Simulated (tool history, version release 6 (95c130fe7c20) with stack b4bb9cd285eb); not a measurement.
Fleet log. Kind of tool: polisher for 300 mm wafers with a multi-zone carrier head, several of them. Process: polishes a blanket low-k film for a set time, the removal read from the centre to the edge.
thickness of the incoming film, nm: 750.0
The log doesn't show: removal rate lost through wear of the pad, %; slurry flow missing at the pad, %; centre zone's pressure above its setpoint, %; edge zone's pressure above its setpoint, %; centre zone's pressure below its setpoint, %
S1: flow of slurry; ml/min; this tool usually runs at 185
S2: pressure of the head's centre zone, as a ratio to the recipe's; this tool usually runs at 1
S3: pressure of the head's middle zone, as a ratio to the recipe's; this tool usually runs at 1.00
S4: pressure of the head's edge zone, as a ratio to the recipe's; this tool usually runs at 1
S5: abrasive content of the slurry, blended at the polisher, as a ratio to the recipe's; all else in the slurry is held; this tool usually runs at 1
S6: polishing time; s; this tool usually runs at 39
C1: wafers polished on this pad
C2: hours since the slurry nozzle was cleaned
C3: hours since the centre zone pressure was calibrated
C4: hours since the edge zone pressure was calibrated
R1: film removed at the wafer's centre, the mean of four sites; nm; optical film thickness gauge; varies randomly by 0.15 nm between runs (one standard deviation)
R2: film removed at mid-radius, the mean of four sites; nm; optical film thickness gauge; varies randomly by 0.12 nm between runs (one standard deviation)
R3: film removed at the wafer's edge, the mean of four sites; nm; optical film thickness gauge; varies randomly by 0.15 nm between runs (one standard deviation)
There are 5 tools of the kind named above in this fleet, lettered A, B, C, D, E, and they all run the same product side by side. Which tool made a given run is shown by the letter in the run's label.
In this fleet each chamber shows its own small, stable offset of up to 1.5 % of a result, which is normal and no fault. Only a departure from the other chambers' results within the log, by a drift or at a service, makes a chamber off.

| run | hour | S1 | S2 | S3 | S4 | S5 | S6 | C1 | C2 | C3 | C4 | R1 | R2 | R3 |
|---|---|---|---|---|---|---|---|---|---|---|---|---|---|---|
|  | 1.4 | chamber E: worn pad replaced by a new one |
| 1A | 6.0 | 185 | 1 | 1.00 | 1 | 1 | 39 | 143 | 89.2 | 1029.2 | 1193.6 | 11.5940 | 11.3730 | 11.385 |
| 2D | 15.1 | 185 | 1 | 1.00 | 1 | 1 | 39 | 893 | 94.3 | 1249.1 | 315.6 | 11.0920 | 11.3620 | 11.433 |
|  | 22.3 | chamber B: edge zone pressure recalibrated |
| 3E | 25.7 | 185 | 1 | 1.00 | 1 | 1 | 39 | 312 | 337.6 | 555.1 | 101.0 | 11.2230 | 11.0850 | 11.053 |
| 4C | 36.9 | 185 | 1 | 1.00 | 1 | 1 | 39 | 782 | 549.1 | 290.9 | 1169.4 | 11.3570 | 11.1170 | 11.721 |
| 5B | 43.6 | 185 | 1 | 1.08 | 1 | 1 | 39 | 1008 | 139.5 | 507.5 | 21.4 | 11.4010 | 12.0480 | 11.165 |
| 6B | 52.0 | 185 | 1 | 1.08 | 1 | 1 | 39 | 1116 | 147.9 | 515.9 | 29.8 | 11.4700 | 12.3580 | 11.481 |
|  | 53.6 | chamber C: edge zone pressure recalibrated |
|  | 57.1 | chamber C: worn pad replaced by a new one |
| 7E | 59.5 | 185 | 1 | 1.08 | 1 | 1 | 39 | 745 | 371.4 | 588.9 | 134.8 | 11.2570 | 12.1100 | 10.989 |
| 8A | 66.3 | 185 | 1 | 1.08 | 1 | 1 | 39 | 917 | 149.5 | 1089.5 | 1253.9 | 11.5720 | 12.4660 | 11.169 |
|  | 67.9 | chamber E: worn pad replaced by a new one |
| 9C | 74.1 | 185 | 1 | 1.08 | 1 | 1 | 39 | 219 | 586.3 | 328.1 | 20.5 | 11.2970 | 12.0980 | 11.356 |
|  | 76.4 | chamber B: worn pad replaced by a new one |
|  | 78.6 | chamber C: centre zone pressure recalibrated |
|  | 79.9 | chamber A: worn pad replaced by a new one |
| 10D | 82.5 | 185 | 1 | 1.00 | 1 | 1 | 39 | 1758 | 161.7 | 1316.5 | 383.0 | 11.0960 | 11.1250 | 11.282 |
|  | 84.4 | chamber A: centre zone pressure recalibrated |
| 11E | 89.5 | 185 | 1 | 1.04 | 1 | 1 | 39 | 278 | 401.4 | 618.9 | 164.8 | 11.1720 | 11.5460 | 11.104 |
| 12A | 97.7 | 185 | 1 | 1.04 | 1 | 1 | 39 | 228 | 180.9 | 13.3 | 1285.3 | 11.3100 | 12.0070 | 11.300 |
| 13D | 106.5 | 185 | 1 | 1.04 | 1 | 1 | 39 | 2066 | 185.7 | 1340.5 | 407.0 | 10.8830 | 11.4800 | 11.229 |
| 14C | 116.4 | 185 | 1 | 1.04 | 1 | 1 | 39 | 762 | 628.6 | 37.9 | 62.8 | 11.2130 | 11.7820 | 11.144 |
| 15B | 125.1 | 185 | 1 | 1.04 | 1 | 1 | 39 | 625 | 221.0 | 589.0 | 102.9 | 11.6290 | 11.9010 | 11.270 |
|  | 127.2 | chamber C: worn pad replaced by a new one |
| 16E | 130.1 | 185 | 1 | 1.00 | 1 | 1 | 39 | 799 | 442.0 | 659.5 | 205.4 | 11.1690 | 11.2700 | 11.380 |
|  | 130.6 | chamber D: centre zone pressure recalibrated |
|  | 132.1 | chamber E: slurry nozzle cleaned |
|  | 136.3 | chamber D: edge zone pressure recalibrated |
| 17D | 138.1 | 185 | 1 | 0.93 | 1 | 1 | 39 | 2472 | 217.3 | 7.5 | 1.8 | 10.6540 | 10.1790 | 10.737 |
|  | 140.0 | chamber E: worn pad replaced by a new one |
|  | 143.4 | chamber C: slurry nozzle cleaned |
| 18C | 148.0 | 185 | 1 | 0.93 | 1 | 1 | 39 | 267 | 4.6 | 69.5 | 94.4 | 11.3390 | 10.6850 | 11.539 |
|  | 149.7 | chamber E: centre zone pressure recalibrated |
| 19B | 159.4 | 185 | 1 | 0.93 | 1 | 1 | 39 | 1065 | 255.3 | 623.3 | 137.2 | 11.5970 | 10.6330 | 11.484 |
|  | 160.8 | chamber A: worn pad replaced by a new one |
| 20A | 167.6 | 185 | 1 | 0.93 | 1 | 1 | 39 | 87 | 250.8 | 83.2 | 1355.2 | 11.1990 | 10.7610 | 11.231 |
| 21D | 177.5 | 185 | 1 | 0.93 | 1 | 1 | 39 | 2978 | 256.7 | 46.9 | 41.2 | 10.4000 | 10.0230 | 10.720 |
| 22B | 183.6 | 185 | 1 | 1.00 | 1 | 1 | 39 | 1376 | 279.5 | 647.5 | 161.4 | 11.0760 | 11.3370 | 11.780 |
|  | 184.0 | chamber A: edge zone pressure recalibrated |
|  | 184.6 | chamber B: worn pad replaced by a new one |
| 23C | 194.4 | 185 | 1 | 1.00 | 1 | 1 | 39 | 863 | 51.0 | 115.9 | 140.8 | 11.4590 | 11.2600 | 11.433 |
| 24E | 203.5 | 185 | 1 | 1.00 | 1 | 1 | 39 | 815 | 71.5 | 53.8 | 278.8 | 11.0450 | 11.0880 | 10.993 |
|  | 209.3 | chamber E: worn pad replaced by a new one |
| 25A | 209.6 | 185 | 1 | 1.00 | 1 | 1 | 39 | 626 | 292.8 | 125.2 | 25.7 | 11.4060 | 11.6190 | 11.384 |
|  | 214.1 | chamber C: worn pad replaced by a new one |
| 26D | 215.6 | 185 | 1 | 1.00 | 1 | 1 | 39 | 3467 | 294.8 | 85.0 | 79.3 | 10.0270 | 10.3440 | 10.128 |
| 27E | 226.4 | 185 | 1 | 1.00 | 1 | 1 | 39 | 219 | 94.4 | 76.7 | 301.7 | 11.3730 | 11.2710 | 10.907 |
| 28B | 232.9 | 185 | 1 | 1.00 | 1 | 1 | 39 | 620 | 328.8 | 696.8 | 210.7 | 11.1820 | 11.3980 | 11.736 |
| 29A | 240.4 | 185 | 1 | 1.00 | 1 | 1 | 39 | 1022 | 323.6 | 156.0 | 56.5 | 11.4440 | 11.5190 | 11.467 |
|  | 240.7 | chamber A: worn pad replaced by a new one |
| 30C | 248.1 | 185 | 1 | 1.00 | 1 | 1 | 39 | 436 | 104.7 | 169.6 | 194.5 | 11.5130 | 11.3520 | 11.709 |
| 31A | 253.8 | 185 | 1 | 1.00 | 1 | 1 | 39 | 169 | 337.0 | 169.4 | 69.9 | 11.4550 | 11.4710 | 11.330 |
| 32D | 261.5 | 185 | 1 | 1.00 | 1 | 1 | 39 | 4056 | 340.7 | 130.9 | 125.2 | 9.9815 | 9.9813 | 10.025 |
| 33C | 268.0 | 185 | 1 | 1.00 | 1 | 1 | 39 | 692 | 124.6 | 189.5 | 214.4 | 11.3530 | 11.3000 | 11.399 |
|  | 268.3 | chamber E: worn pad replaced by a new one |
| 34E | 277.8 | 185 | 1 | 1.00 | 1 | 1 | 39 | 121 | 145.8 | 128.1 | 353.1 | 11.0590 | 11.4400 | 11.478 |
| 35B | 287.7 | 185 | 1 | 1.00 | 1 | 1 | 39 | 1323 | 383.6 | 751.6 | 265.5 | 11.5280 | 11.3870 | 11.362 |

All chambers now run identical settings, listed one chamber a line with results as question marks. What results will each chamber show?
| 36A | 296.0 | 185 | 1 | 1.00 | 1 | 1 | 39 |  |  |  |  | ? | ? | ? |
| 36B | 296.0 | 185 | 1 | 1.00 | 1 | 1 | 39 |  |  |  |  | ? | ? | ? |
| 36C | 296.0 | 185 | 1 | 1.00 | 1 | 1 | 39 |  |  |  |  | ? | ? | ? |
| 36D | 296.0 | 185 | 1 | 1.00 | 1 | 1 | 39 |  |  |  |  | ? | ? | ? |
| 36E | 296.0 | 185 | 1 | 1.00 | 1 | 1 | 39 |  |  |  |  | ? | ? | ? |

| run | R1 | R2 | R3 |
|---|---|---|---|
| 36A | 11.5170 | 11.4040 | 11.169 |
| 36B | 11.4120 | 11.4940 | 11.474 |
| 36C | 11.2070 | 11.3160 | 11.583 |
| 36D | 9.5290 | 10.0060 | 10.050 |
| 36E | 11.2430 | 11.3170 | 10.951 |
